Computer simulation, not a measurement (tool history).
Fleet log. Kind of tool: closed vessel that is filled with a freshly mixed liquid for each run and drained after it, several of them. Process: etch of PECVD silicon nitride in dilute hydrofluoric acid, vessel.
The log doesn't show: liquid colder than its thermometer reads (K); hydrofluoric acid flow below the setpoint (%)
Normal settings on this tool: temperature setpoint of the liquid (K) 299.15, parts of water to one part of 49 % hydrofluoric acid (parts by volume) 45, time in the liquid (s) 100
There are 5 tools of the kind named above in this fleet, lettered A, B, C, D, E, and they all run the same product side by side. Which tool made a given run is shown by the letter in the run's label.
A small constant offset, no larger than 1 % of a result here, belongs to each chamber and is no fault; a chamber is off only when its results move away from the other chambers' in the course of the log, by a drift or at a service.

run,day,temperature setpoint of the liquid (K),parts of water to one part of 49 % hydrofluoric acid (parts by volume),time in the liquid (s),hours since the thermometer was replaced,hours since the hydrofluoric acid flow meter was replaced,"read-back film thickness of the PECVD silicon nitride reference wafer, read on the same gauge (nm)",thickness taken off the PECVD silicon nitride on a monitor wafer (nm)
1B,0.204,299.15,45,100,662.2,130.1,30.009,13.4500
2E,0.404,299.15,45,100,154.6,1066.0,30.034,13.6040
3A,0.604,299.15,45,100,483.5,762.0,29.972,13.4880
4C,0.775,299.15,45,100,635.5,831.3,30.001,13.4870
5D,1.054,299.15,45,100,812.0,93.3,30.011,13.4440
6A,1.304,299.15,45,100,500.3,778.8,29.986,13.6310
7D,1.438,299.15,45,100,821.2,102.5,30.026,13.6440
8C,1.592,299.15,45,100,655.1,850.9,29.979,13.4920
9B,1.829,299.15,45,100,701.2,169.1,29.980,13.3510
10E,1.975,299.15,45,100,192.3,1103.7,29.992,13.6630
11B,2.179,299.15,45,100,709.6,177.5,29.977,13.4980
12A,2.392,297.15,45,155,526.4,804.9,29.996,17.8930
13D,2.642,297.15,45,155,850.1,131.4,29.967,18.2280
14C,2.850,297.15,45,155,685.3,881.1,30.011,17.8660
15E,3.058,297.15,45,155,218.3,1129.7,29.967,18.3530
16E,3.225,297.15,45,155,222.3,1133.7,29.990,18.2210
17A,3.367,296.65,30,100,549.8,828.3,30.037,16.8170
18C,3.538,296.65,30,100,701.8,897.6,30.016,16.1260
19B,3.742,296.65,30,100,747.1,215.0,29.993,16.6990
20D,4.021,296.65,30,100,883.2,164.5,30.058,16.8060
21E,4.171,296.65,30,100,245.0,1156.4,30.032,17.1380
22A,4.467,299.15,45,100,576.2,854.7,30.037,13.3560
23C,4.733,299.15,45,100,730.5,926.3,30.025,13.0430
24D,5.012,299.15,45,100,907.0,188.3,30.009,13.4660
25B,5.288,299.15,45,100,784.2,252.1,30.011,13.4160
26B,5.417,299.15,45,100,787.3,255.2,29.989,13.4720
# day 5.542: chamber A: thermometer replaced
27C,5.600,299.15,45,100,751.3,947.1,30.009,12.6090
28A,5.817,299.15,45,100,6.7,887.1,29.972,13.2960
29E,5.946,299.15,45,100,287.6,1199.0,29.996,13.5080
30D,6.171,299.15,45,100,934.8,216.1,30.012,13.4290
31D,6.354,299.15,45,100,939.2,220.5,29.991,13.6100
32B,6.638,299.15,45,100,816.6,284.5,29.985,13.6060
33C,6.779,299.15,60,100,779.6,975.4,30.008,9.6022
34E,7.071,299.15,60,100,314.6,1226.0,29.982,10.1780
35A,7.288,299.15,60,100,42.0,922.4,30.017,10.0660

All chambers now run identical settings, listed one chamber a line with results as question marks. What results will each chamber show?
36A,7.500,302.15,45,100,,,,?
36B,7.500,302.15,45,100,,,,?
36C,7.500,302.15,45,100,,,,?
36D,7.500,302.15,45,100,,,,?
36E,7.500,302.15,45,100,,,,?

run,thickness taken off the PECVD silicon nitride on a monitor wafer (nm)
36A,16.4360
36B,16.3880
36C,15.2930
36D,16.4810
36E,16.5290

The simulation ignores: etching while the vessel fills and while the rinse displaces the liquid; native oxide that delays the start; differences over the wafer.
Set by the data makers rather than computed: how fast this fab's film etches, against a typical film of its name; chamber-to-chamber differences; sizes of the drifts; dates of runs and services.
